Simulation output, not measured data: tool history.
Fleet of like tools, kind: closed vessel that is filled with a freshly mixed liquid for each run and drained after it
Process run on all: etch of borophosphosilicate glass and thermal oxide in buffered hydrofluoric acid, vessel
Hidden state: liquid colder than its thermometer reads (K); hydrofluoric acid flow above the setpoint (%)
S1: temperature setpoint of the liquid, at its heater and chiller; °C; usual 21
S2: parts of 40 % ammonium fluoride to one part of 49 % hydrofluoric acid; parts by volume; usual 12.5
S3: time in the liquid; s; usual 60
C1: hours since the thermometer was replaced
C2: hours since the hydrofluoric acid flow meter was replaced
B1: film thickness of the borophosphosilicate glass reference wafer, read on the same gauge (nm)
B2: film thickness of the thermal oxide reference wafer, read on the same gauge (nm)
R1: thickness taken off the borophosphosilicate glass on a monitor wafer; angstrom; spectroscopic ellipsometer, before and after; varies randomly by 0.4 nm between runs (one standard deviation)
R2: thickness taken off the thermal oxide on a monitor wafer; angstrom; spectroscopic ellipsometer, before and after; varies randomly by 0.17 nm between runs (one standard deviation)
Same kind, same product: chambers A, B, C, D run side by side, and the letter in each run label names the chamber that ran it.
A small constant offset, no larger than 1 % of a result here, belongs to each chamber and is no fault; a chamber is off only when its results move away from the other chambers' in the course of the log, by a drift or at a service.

| run | hour | S1 | S2 | S3 | C1 | C2 | B1 | B2 | R1 | R2 |
|---|---|---|---|---|---|---|---|---|---|---|
| 1C | 8.7 | 21 | 12.5 | 60 | 1824.8 | 318.6 | 79.921 | 90.022 | 728 | 482.05 |
| 2B | 19.1 | 21 | 12.5 | 60 | 999.7 | 246.7 | 79.955 | 89.963 | 719.44 | 486.41 |
| 3A | 26.9 | 21 | 12.5 | 60 | 1630.6 | 994.3 | 79.95 | 89.988 | 711.57 | 485.19 |
|  | 28.4 | chamber B: thermometer replaced |
| 4D | 33.9 | 21 | 12.5 | 60 | 118.8 | 1768.7 | 80.068 | 90.043 | 709.81 | 483.47 |
| 5D | 41.3 | 21 | 12.5 | 60 | 126.2 | 1776.1 | 79.99 | 90.005 | 714.67 | 483.91 |
| 6A | 50.4 | 21 | 12.5 | 60 | 1654.1 | 1017.8 | 79.959 | 90.031 | 714.91 | 483.89 |
| 7C | 61.3 | 21 | 12.5 | 60 | 1877.4 | 371.2 | 79.997 | 89.994 | 725.54 | 480.13 |
| 8B | 68.2 | 21 | 12.5 | 60 | 39.9 | 295.8 | 80.006 | 89.977 | 719.59 | 486.01 |
| 9C | 76.6 | 17 | 16 | 60 | 1892.7 | 386.5 | 79.979 | 90.005 | 456.62 | 301.04 |
| 10D | 84.6 | 17 | 16 | 60 | 169.5 | 1819.4 | 80.026 | 89.993 | 448.3 | 303.3 |
| 11B | 92.1 | 17 | 16 | 60 | 63.8 | 319.7 | 80.008 | 90.004 | 451.31 | 306.42 |
| 12A | 105 | 17 | 16 | 60 | 1708.7 | 1072.4 | 79.999 | 90.018 | 442.39 | 303.65 |
| 13D | 113.3 | 17 | 16.5 | 60 | 198.2 | 1848.1 | 79.998 | 89.997 | 434.81 | 294.8 |
| 14A | 122.2 | 17 | 16.5 | 60 | 1725.9 | 1089.6 | 79.968 | 89.997 | 432.4 | 293.19 |
| 15B | 133.7 | 17 | 16.5 | 60 | 105.4 | 361.3 | 80.005 | 89.98 | 434.69 | 294.43 |
| 16C | 143.3 | 17 | 16.5 | 60 | 1959.4 | 453.2 | 80.03 | 89.986 | 437.23 | 292.02 |
| 17C | 155.6 | 21 | 8 | 45 | 1971.7 | 465.5 | 79.99 | 90.003 | 830.89 | 550.82 |
| 18D | 162.9 | 21 | 8 | 45 | 247.8 | 1897.7 | 79.986 | 89.997 | 818.26 | 547.06 |
| 19A | 175.8 | 21 | 8 | 45 | 1779.5 | 1143.2 | 80.002 | 89.992 | 811.41 | 558.32 |
| 20B | 184.4 | 21 | 8 | 45 | 156.1 | 412 | 80.02 | 90.013 | 824.15 | 556.65 |
| 21A | 190.2 | 21 | 12.5 | 60 | 1793.9 | 1157.6 | 80.001 | 89.981 | 709.08 | 481.98 |
| 22C | 196.7 | 21 | 12.5 | 60 | 2012.8 | 506.6 | 80.04 | 90.022 | 726.22 | 483.61 |
| 23D | 209.1 | 21 | 9.5 | 60 | 294 | 1943.9 | 79.992 | 89.961 | 928.51 | 625.3 |
| 24B | 215.6 | 21 | 9.5 | 60 | 187.3 | 443.2 | 79.963 | 90.007 | 937.38 | 626.24 |
| 25B | 228.2 | 21 | 9.5 | 60 | 199.9 | 455.8 | 79.985 | 90.001 | 923.67 | 624.78 |
| 26D | 239.5 | 21 | 9.5 | 60 | 324.4 | 1974.3 | 80.029 | 89.984 | 924.26 | 622.61 |

Read the log: is a single chamber off, either drifting away or since a service, is the gauge that measures every chamber drifting, or is nothing wrong beyond small per-chamber offsets? Name any odd chamber and what most likely caused it.

No chamber stands off beyond its own small offset, and the gauge holds steady.
